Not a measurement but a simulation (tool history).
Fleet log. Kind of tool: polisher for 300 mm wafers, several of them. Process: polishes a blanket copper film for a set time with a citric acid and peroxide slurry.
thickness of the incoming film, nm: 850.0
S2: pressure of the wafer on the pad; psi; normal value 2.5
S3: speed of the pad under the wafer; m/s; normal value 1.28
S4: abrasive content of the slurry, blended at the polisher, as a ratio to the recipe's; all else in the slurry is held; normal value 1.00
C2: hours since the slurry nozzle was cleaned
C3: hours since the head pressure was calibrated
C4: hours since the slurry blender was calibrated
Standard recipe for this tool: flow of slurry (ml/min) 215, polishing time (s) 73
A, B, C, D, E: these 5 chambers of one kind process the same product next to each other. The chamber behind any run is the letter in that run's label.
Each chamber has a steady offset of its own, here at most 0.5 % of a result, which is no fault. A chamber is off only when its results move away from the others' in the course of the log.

-- hour=4.0 chamber A: slurry blender recalibrated
run 1A hour=11.0 | flow_of_slurry_(ml/min)=215 S2=2.5 S3=1.28 S4=1.00 polishing_time_(s)=73 | wafers_polished_on_this_pad=1045 C2=407.6 C3=913.7 C4=7.1 | film_removed_(nm)=168.48
run 2C hour=17.6 | flow_of_slurry_(ml/min)=215 S2=2.5 S3=1.28 S4=1.00 polishing_time_(s)=73 | wafers_polished_on_this_pad=1224 C2=473.6 C3=233.7 C4=111.3 | film_removed_(nm)=173.62
-- hour=23.3 chamber C: worn pad replaced by a new one
run 3D hour=30.2 | flow_of_slurry_(ml/min)=215 S2=2.5 S3=1.28 S4=1.00 polishing_time_(s)=73 | wafers_polished_on_this_pad=440 C2=605.3 C3=605.9 C4=44.3 | film_removed_(nm)=170.04
-- hour=32.6 chamber D: slurry nozzle cleaned
run 4B hour=37.6 | flow_of_slurry_(ml/min)=215 S2=2.5 S3=1.28 S4=1.00 polishing_time_(s)=73 | wafers_polished_on_this_pad=763 C2=251.3 C3=357.6 C4=74.3 | film_removed_(nm)=170.19
-- hour=39.6 chamber A: worn pad replaced by a new one
-- hour=46.9 chamber B: slurry nozzle cleaned
run 5E hour=51.4 | flow_of_slurry_(ml/min)=215 S2=2.5 S3=1.28 S4=1.00 polishing_time_(s)=73 | wafers_polished_on_this_pad=636 C2=80.9 C3=541.0 C4=147.8 | film_removed_(nm)=167.85
run 6C hour=61.2 | flow_of_slurry_(ml/min)=215 S2=2.5 S3=1.28 S4=1.00 polishing_time_(s)=73 | wafers_polished_on_this_pad=309 C2=517.2 C3=277.3 C4=154.9 | film_removed_(nm)=169.85
-- hour=61.5 chamber E: worn pad replaced by a new one
-- hour=67.5 chamber A: slurry nozzle cleaned
run 7E hour=68.6 | flow_of_slurry_(ml/min)=215 S2=2.5 S3=1.28 S4=1.00 polishing_time_(s)=73 | wafers_polished_on_this_pad=58 C2=98.1 C3=558.2 C4=165.0 | film_removed_(nm)=168.82
run 8A hour=77.0 | flow_of_slurry_(ml/min)=215 S2=2.5 S3=1.28 S4=1.00 polishing_time_(s)=73 | wafers_polished_on_this_pad=305 C2=9.6 C3=979.7 C4=73.1 | film_removed_(nm)=171.87
run 9B hour=89.2 | flow_of_slurry_(ml/min)=215 S2=2.5 S3=1.28 S4=1.00 polishing_time_(s)=73 | wafers_polished_on_this_pad=1184 C2=42.3 C3=409.2 C4=125.9 | film_removed_(nm)=170.93
-- hour=93.1 chamber D: worn pad replaced by a new one
run 10D hour=100.6 | flow_of_slurry_(ml/min)=215 S2=2.5 S3=1.28 S4=1.00 polishing_time_(s)=73 | wafers_polished_on_this_pad=61 C2=68.0 C3=676.3 C4=114.7 | film_removed_(nm)=168.60
-- hour=101.9 chamber C: slurry nozzle cleaned
-- hour=105.8 chamber B: slurry blender recalibrated
-- hour=108.1 chamber B: worn pad replaced by a new one
run 11C hour=110.4 | flow_of_slurry_(ml/min)=215 S2=2.5 S3=1.28 S4=1.00 polishing_time_(s)=73 | wafers_polished_on_this_pad=710 C2=8.6 C3=326.5 C4=204.1 | film_removed_(nm)=170.00
run 12D hour=118.2 | flow_of_slurry_(ml/min)=215 S2=2.5 S3=1.28 S4=1.00 polishing_time_(s)=73 | wafers_polished_on_this_pad=204 C2=85.6 C3=693.9 C4=132.3 | film_removed_(nm)=168.42
run 13B hour=129.9 | flow_of_slurry_(ml/min)=215 S2=2.5 S3=1.28 S4=0.75 polishing_time_(s)=73 | wafers_polished_on_this_pad=177 C2=83.0 C3=449.9 C4=24.2 | film_removed_(nm)=159.37
run 14E hour=142.4 | flow_of_slurry_(ml/min)=215 S2=2.5 S3=1.28 S4=0.75 polishing_time_(s)=73 | wafers_polished_on_this_pad=660 C2=171.9 C3=632.0 C4=238.8 | film_removed_(nm)=157.62
-- hour=151.2 chamber B: head pressure recalibrated
run 15A hour=153.7 | flow_of_slurry_(ml/min)=215 S2=2.5 S3=1.28 S4=0.75 polishing_time_(s)=73 | wafers_polished_on_this_pad=930 C2=86.3 C3=1056.4 C4=149.8 | film_removed_(nm)=159.16
run 16D hour=164.9 | flow_of_slurry_(ml/min)=215 S2=2.5 S3=1.28 S4=0.75 polishing_time_(s)=73 | wafers_polished_on_this_pad=585 C2=132.3 C3=740.6 C4=179.0 | film_removed_(nm)=157.14
run 17B hour=172.2 | flow_of_slurry_(ml/min)=215 S2=2.5 S3=1.28 S4=0.75 polishing_time_(s)=73 | wafers_polished_on_this_pad=522 C2=125.3 C3=21.1 C4=66.5 | film_removed_(nm)=158.10
-- hour=174.0 chamber E: worn pad replaced by a new one
run 18A hour=185.7 | flow_of_slurry_(ml/min)=170 S2=2.5 S3=1.28 S4=0.80 polishing_time_(s)=73 | wafers_polished_on_this_pad=1191 C2=118.3 C3=1088.4 C4=181.8 | film_removed_(nm)=156.07
-- hour=188.4 chamber A: worn pad replaced by a new one
run 19E hour=193.0 | flow_of_slurry_(ml/min)=170 S2=2.5 S3=1.28 S4=0.80 polishing_time_(s)=73 | wafers_polished_on_this_pad=155 C2=222.5 C3=682.6 C4=289.4 | film_removed_(nm)=155.04
-- hour=201.2 chamber C: worn pad replaced by a new one
run 20C hour=207.6 | flow_of_slurry_(ml/min)=170 S2=2.5 S3=1.28 S4=0.80 polishing_time_(s)=73 | wafers_polished_on_this_pad=52 C2=105.8 C3=423.7 C4=301.3 | film_removed_(nm)=154.44
-- hour=214.6 chamber D: worn pad replaced by a new one
run 21E hour=216.1 | flow_of_slurry_(ml/min)=170 S2=2.5 S3=1.28 S4=0.80 polishing_time_(s)=73 | wafers_polished_on_this_pad=343 C2=245.6 C3=705.7 C4=312.5 | film_removed_(nm)=155.69
-- hour=216.6 chamber D: slurry blender recalibrated
run 22C hour=224.1 | flow_of_slurry_(ml/min)=170 S2=2.5 S3=1.28 S4=0.80 polishing_time_(s)=73 | wafers_polished_on_this_pad=186 C2=122.3 C3=440.2 C4=317.8 | film_removed_(nm)=156.33
-- hour=225.7 chamber B: slurry blender recalibrated
run 23D hour=234.1 | flow_of_slurry_(ml/min)=215 S2=2.5 S3=1.28 S4=1.00 polishing_time_(s)=73 | wafers_polished_on_this_pad=159 C2=201.5 C3=809.8 C4=17.5 | film_removed_(nm)=165.05
run 24A hour=246.9 | flow_of_slurry_(ml/min)=215 S2=2.5 S3=1.28 S4=1.00 polishing_time_(s)=57 | wafers_polished_on_this_pad=477 C2=179.5 C3=1149.6 C4=243.0 | film_removed_(nm)=134.89
-- hour=250.3 chamber C: slurry blender recalibrated
run 25B hour=254.5 | flow_of_slurry_(ml/min)=215 S2=2.5 S3=1.28 S4=1.00 polishing_time_(s)=57 | wafers_polished_on_this_pad=1193 C2=207.6 C3=103.4 C4=28.9 | film_removed_(nm)=130.70
run 26B hour=266.3 | flow_of_slurry_(ml/min)=215 S2=2.5 S3=1.28 S4=1.00 polishing_time_(s)=57 | wafers_polished_on_this_pad=1289 C2=219.4 C3=115.2 C4=40.7 | film_removed_(nm)=134.43
-- hour=274.9 chamber E: worn pad replaced by a new one
run 27D hour=279.9 | flow_of_slurry_(ml/min)=215 S2=2.5 S3=1.28 S4=1.00 polishing_time_(s)=57 | wafers_polished_on_this_pad=532 C2=247.3 C3=855.6 C4=63.3 | film_removed_(nm)=129.73
-- hour=286.2 chamber B: worn pad replaced by a new one
-- hour=291.2 chamber E: slurry blender recalibrated
run 28A hour=294.3 | flow_of_slurry_(ml/min)=215 S2=2.5 S3=1.28 S4=1.00 polishing_time_(s)=57 | wafers_polished_on_this_pad=863 C2=226.9 C3=1197.0 C4=290.4 | film_removed_(nm)=132.20
run 29E hour=300.9 | flow_of_slurry_(ml/min)=215 S2=2.5 S3=1.28 S4=1.00 polishing_time_(s)=73 | wafers_polished_on_this_pad=212 C2=330.4 C3=790.5 C4=9.8 | film_removed_(nm)=164.13
run 30C hour=313.6 | flow_of_slurry_(ml/min)=215 S2=3.0 S3=1.28 S4=1.00 polishing_time_(s)=73 | wafers_polished_on_this_pad=916 C2=211.8 C3=529.7 C4=63.3 | film_removed_(nm)=203.13
run 31C hour=322.6 | flow_of_slurry_(ml/min)=215 S2=3.0 S3=1.28 S4=1.00 polishing_time_(s)=73 | wafers_polished_on_this_pad=989 C2=220.8 C3=538.7 C4=72.3 | film_removed_(nm)=204.27
run 32B hour=332.8 | flow_of_slurry_(ml/min)=215 S2=3.0 S3=1.28 S4=1.00 polishing_time_(s)=73 | wafers_polished_on_this_pad=380 C2=285.9 C3=181.7 C4=107.2 | film_removed_(nm)=199.87
-- hour=333.7 chamber A: worn pad replaced by a new one
-- hour=337.4 chamber D: worn pad replaced by a new one
-- hour=340.1 chamber B: slurry nozzle cleaned
run 33E hour=342.5 | flow_of_slurry_(ml/min)=215 S2=3.0 S3=1.28 S4=1.00 polishing_time_(s)=73 | wafers_polished_on_this_pad=551 C2=372.0 C3=832.1 C4=51.4 | film_removed_(nm)=202.20
-- hour=345.2 chamber B: slurry blender recalibrated
run 34A hour=355.0 | flow_of_slurry_(ml/min)=215 S2=3.0 S3=1.28 S4=1.00 polishing_time_(s)=73 | wafers_polished_on_this_pad=174 C2=287.6 C3=1257.7 C4=351.1 | film_removed_(nm)=205.82
run 35D hour=361.9 | flow_of_slurry_(ml/min)=215 S2=2.5 S3=1.28 S4=1.00 polishing_time_(s)=73 | wafers_polished_on_this_pad=200 C2=329.3 C3=937.6 C4=145.3 | film_removed_(nm)=166.78
-- hour=364.0 chamber C: worn pad replaced by a new one
run 36D hour=370.7 | flow_of_slurry_(ml/min)=215 S2=2.5 S3=1.28 S4=1.00 polishing_time_(s)=73 | wafers_polished_on_this_pad=272 C2=338.1 C3=946.4 C4=154.1 | film_removed_(nm)=168.47
run 37E hour=384.3 | flow_of_slurry_(ml/min)=215 S2=2.5 S3=1.28 S4=1.00 polishing_time_(s)=73 | wafers_polished_on_this_pad=892 C2=413.8 C3=873.9 C4=93.2 | film_removed_(nm)=170.95
run 38C hour=398.1 | flow_of_slurry_(ml/min)=215 S2=2.5 S3=1.28 S4=1.00 polishing_time_(s)=73 | wafers_polished_on_this_pad=278 C2=296.3 C3=614.2 C4=147.8 | film_removed_(nm)=171.96
run 39B hour=409.7 | flow_of_slurry_(ml/min)=215 S2=2.5 S3=1.28 S4=1.00 polishing_time_(s)=73 | wafers_polished_on_this_pad=1007 C2=69.7 C3=258.6 C4=64.6 | film_removed_(nm)=168.01
run 40A hour=417.8 | flow_of_slurry_(ml/min)=215 S2=2.5 S3=0.90 S4=1.00 polishing_time_(s)=64 | wafers_polished_on_this_pad=686 C2=350.4 C3=1320.5 C4=413.9 | film_removed_(nm)=103.94

All 5 chambers run these settings next. Forecast each chamber's results:
run 41A hour=428.4 | flow_of_slurry_(ml/min)=215 S2=2.5 S3=1.28 S4=1.10 polishing_time_(s)=73 | film_removed_(nm)=?
run 41B hour=428.4 | flow_of_slurry_(ml/min)=215 S2=2.5 S3=1.28 S4=1.10 polishing_time_(s)=73 | film_removed_(nm)=?
run 41C hour=428.4 | flow_of_slurry_(ml/min)=215 S2=2.5 S3=1.28 S4=1.10 polishing_time_(s)=73 | film_removed_(nm)=?
run 41D hour=428.4 | flow_of_slurry_(ml/min)=215 S2=2.5 S3=1.28 S4=1.10 polishing_time_(s)=73 | film_removed_(nm)=?
run 41E hour=428.4 | flow_of_slurry_(ml/min)=215 S2=2.5 S3=1.28 S4=1.10 polishing_time_(s)=73 | film_removed_(nm)=?

run=41A film_removed_(nm)=171.54
run=41B film_removed_(nm)=175.91
run=41C film_removed_(nm)=175.36
run=41D film_removed_(nm)=169.73
run=41E film_removed_(nm)=174.03
